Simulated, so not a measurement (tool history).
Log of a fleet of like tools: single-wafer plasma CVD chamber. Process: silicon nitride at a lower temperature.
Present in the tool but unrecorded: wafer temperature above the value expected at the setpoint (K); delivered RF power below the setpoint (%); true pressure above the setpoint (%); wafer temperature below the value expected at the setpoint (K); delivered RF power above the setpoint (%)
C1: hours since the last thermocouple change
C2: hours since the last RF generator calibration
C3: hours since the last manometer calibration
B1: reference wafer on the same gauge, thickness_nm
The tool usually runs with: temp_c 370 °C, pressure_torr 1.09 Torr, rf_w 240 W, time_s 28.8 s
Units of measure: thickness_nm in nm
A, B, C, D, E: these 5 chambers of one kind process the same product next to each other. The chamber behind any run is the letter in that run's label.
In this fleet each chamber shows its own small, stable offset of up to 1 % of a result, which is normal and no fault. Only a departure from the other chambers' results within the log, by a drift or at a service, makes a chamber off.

Run 1C, hour 11.1: usual settings; C1 288.5; C2 300.5; C3 1083.8; B1 26.910. Result: thickness_nm 25.296 nm.
Run 2B, hour 17.9: usual settings; C1 389.1; C2 773.8; C3 1532.4; B1 26.895. Result: thickness_nm 25.931 nm.
Run 3D, hour 25.2: usual settings; C1 451.1; C2 366.3; C3 65.6; B1 26.894. Result: thickness_nm 25.886 nm.
Run 4E, hour 32.2: usual settings; C1 434.4; C2 558.1; C3 1872.1; B1 26.892. Result: thickness_nm 25.627 nm.
Run 5A, hour 37.7: usual settings but temp_c 378 °C, time_s 23.2 s; C1 1393.8; C2 1554.5; C3 610.8; B1 26.890. Result: thickness_nm 20.590 nm.
Run 6A, hour 46.2: usual settings but temp_c 378 °C, time_s 23.2 s; C1 1402.3; C2 1563.0; C3 619.3; B1 26.922. Result: thickness_nm 20.408 nm.
Run 7E, hour 52.2: usual settings but temp_c 378 °C, time_s 23.2 s; C1 454.4; C2 578.1; C3 1892.1; B1 26.888. Result: thickness_nm 20.754 nm.
Run 8D, hour 63.5: usual settings but temp_c 378 °C, time_s 23.2 s; C1 489.4; C2 404.6; C3 103.9; B1 26.915. Result: thickness_nm 20.843 nm.
Run 9C, hour 70.7: usual settings but temp_c 378 °C, time_s 23.2 s; C1 348.1; C2 360.1; C3 1143.4; B1 26.881. Result: thickness_nm 20.454 nm.
Run 10B, hour 77.0: usual settings; C1 448.2; C2 832.9; C3 1591.5; B1 26.915. Result: thickness_nm 25.953 nm.
Run 11C, hour 88.4: usual settings; C1 365.8; C2 377.8; C3 1161.1; B1 26.903. Result: thickness_nm 25.627 nm.
Run 12E, hour 100.5: usual settings; C1 502.7; C2 626.4; C3 1940.4; B1 26.895. Result: thickness_nm 25.708 nm.
Run 13D, hour 106.1: usual settings; C1 532.0; C2 447.2; C3 146.5; B1 26.885. Result: thickness_nm 26.134 nm.
Run 14B, hour 118.2: usual settings; C1 489.4; C2 874.1; C3 1632.7; B1 26.914. Result: thickness_nm 26.055 nm.
Run 15A, hour 129.0: usual settings; C1 1485.1; C2 1645.8; C3 702.1; B1 26.903. Result: thickness_nm 25.391 nm.
Run 16B, hour 139.0: usual settings; C1 510.2; C2 894.9; C3 1653.5; B1 26.900. Result: thickness_nm 25.832 nm.
Run 17D, hour 145.1: usual settings; C1 571.0; C2 486.2; C3 185.5; B1 26.896. Result: thickness_nm 25.862 nm.
Run 18E, hour 151.1: usual settings; C1 553.3; C2 677.0; C3 1991.0; B1 26.901. Result: thickness_nm 25.767 nm.
Run 19C, hour 162.1: usual settings but temp_c 355 °C; C1 439.5; C2 451.5; C3 1234.8; B1 26.893. Result: thickness_nm 25.678 nm.
Run 20A, hour 171.8: usual settings but temp_c 355 °C; C1 1527.9; C2 1688.6; C3 744.9; B1 26.924. Result: thickness_nm 25.937 nm.
Run 21C, hour 179.5: usual settings but temp_c 355 °C; C1 456.9; C2 468.9; C3 1252.2; B1 26.862. Result: thickness_nm 25.698 nm.
Run 22D, hour 187.2: usual settings but temp_c 355 °C; C1 613.1; C2 528.3; C3 227.6; B1 26.896. Result: thickness_nm 25.951 nm.
Run 23A, hour 199.1: usual settings but temp_c 355 °C; C1 1555.2; C2 1715.9; C3 772.2; B1 26.918. Result: thickness_nm 25.778 nm.
Run 24B, hour 207.7: usual settings; C1 578.9; C2 963.6; C3 1722.2; B1 26.914. Result: thickness_nm 25.962 nm.
At hour 212.0: chamber B: RF generator calibrated.
Run 25E, hour 213.9: usual settings; C1 616.1; C2 739.8; C3 2053.8; B1 26.877. Result: thickness_nm 25.772 nm.
Run 26A, hour 222.6: usual settings; C1 1578.7; C2 1739.4; C3 795.7; B1 26.854. Result: thickness_nm 25.470 nm.
Run 27E, hour 234.7: usual settings; C1 636.9; C2 760.6; C3 2074.6; B1 26.926. Result: thickness_nm 25.790 nm.
Run 28C, hour 241.3: usual settings; C1 518.7; C2 530.7; C3 1314.0; B1 26.897. Result: thickness_nm 25.396 nm.
Run 29D, hour 249.2: usual settings; C1 675.1; C2 590.3; C3 289.6; B1 26.863. Result: thickness_nm 25.816 nm.
Run 30B, hour 254.8: usual settings; C1 626.0; C2 42.9; C3 1769.3; B1 26.924. Result: thickness_nm 26.035 nm.
At hour 254.9: chamber B: capacitance manometer re-zeroed and calibrated.
Run 31B, hour 261.0: usual settings; C1 632.2; C2 49.1; C3 6.1; B1 26.874. Result: thickness_nm 25.736 nm.
Run 32E, hour 270.9: usual settings; C1 673.1; C2 796.8; C3 2110.8; B1 26.865. Result: thickness_nm 25.774 nm.
Run 33A, hour 277.8: usual settings; C1 1633.9; C2 1794.6; C3 850.9; B1 26.906. Result: thickness_nm 25.641 nm.
Run 34C, hour 286.6: usual settings; C1 564.0; C2 576.0; C3 1359.3; B1 26.905. Result: thickness_nm 25.604 nm.
Run 35D, hour 291.9: usual settings but pressure_torr 1.21 Torr, time_s 23.6 s; C1 717.8; C2 633.0; C3 332.3; B1 26.894. Result: thickness_nm 21.826 nm.
Run 36D, hour 299.1: usual settings but pressure_torr 1.21 Torr, time_s 23.6 s; C1 725.0; C2 640.2; C3 339.5; B1 26.919. Result: thickness_nm 21.921 nm.
Run 37E, hour 310.4: usual settings but pressure_torr 1.21 Torr, time_s 23.6 s; C1 712.6; C2 836.3; C3 2150.3; B1 26.915. Result: thickness_nm 21.725 nm.
Run 38B, hour 315.8: usual settings but pressure_torr 1.21 Torr, time_s 23.6 s; C1 687.0; C2 103.9; C3 60.9; B1 26.911. Result: thickness_nm 21.785 nm.

For the next run the whole fleet of 5 chambers uses the same settings. Give each chamber's results:
Run 39A, hour 324.5: usual settings. Result: thickness_nm ?.
Run 39B, hour 324.5: usual settings. Result: thickness_nm ?.
Run 39C, hour 324.5: usual settings. Result: thickness_nm ?.
Run 39D, hour 324.5: usual settings. Result: thickness_nm ?.
Run 39E, hour 324.5: usual settings. Result: thickness_nm ?.

run  thickness_nm
39A        25.501
39B        25.910
39C        25.603
39D        25.953
39E        25.608
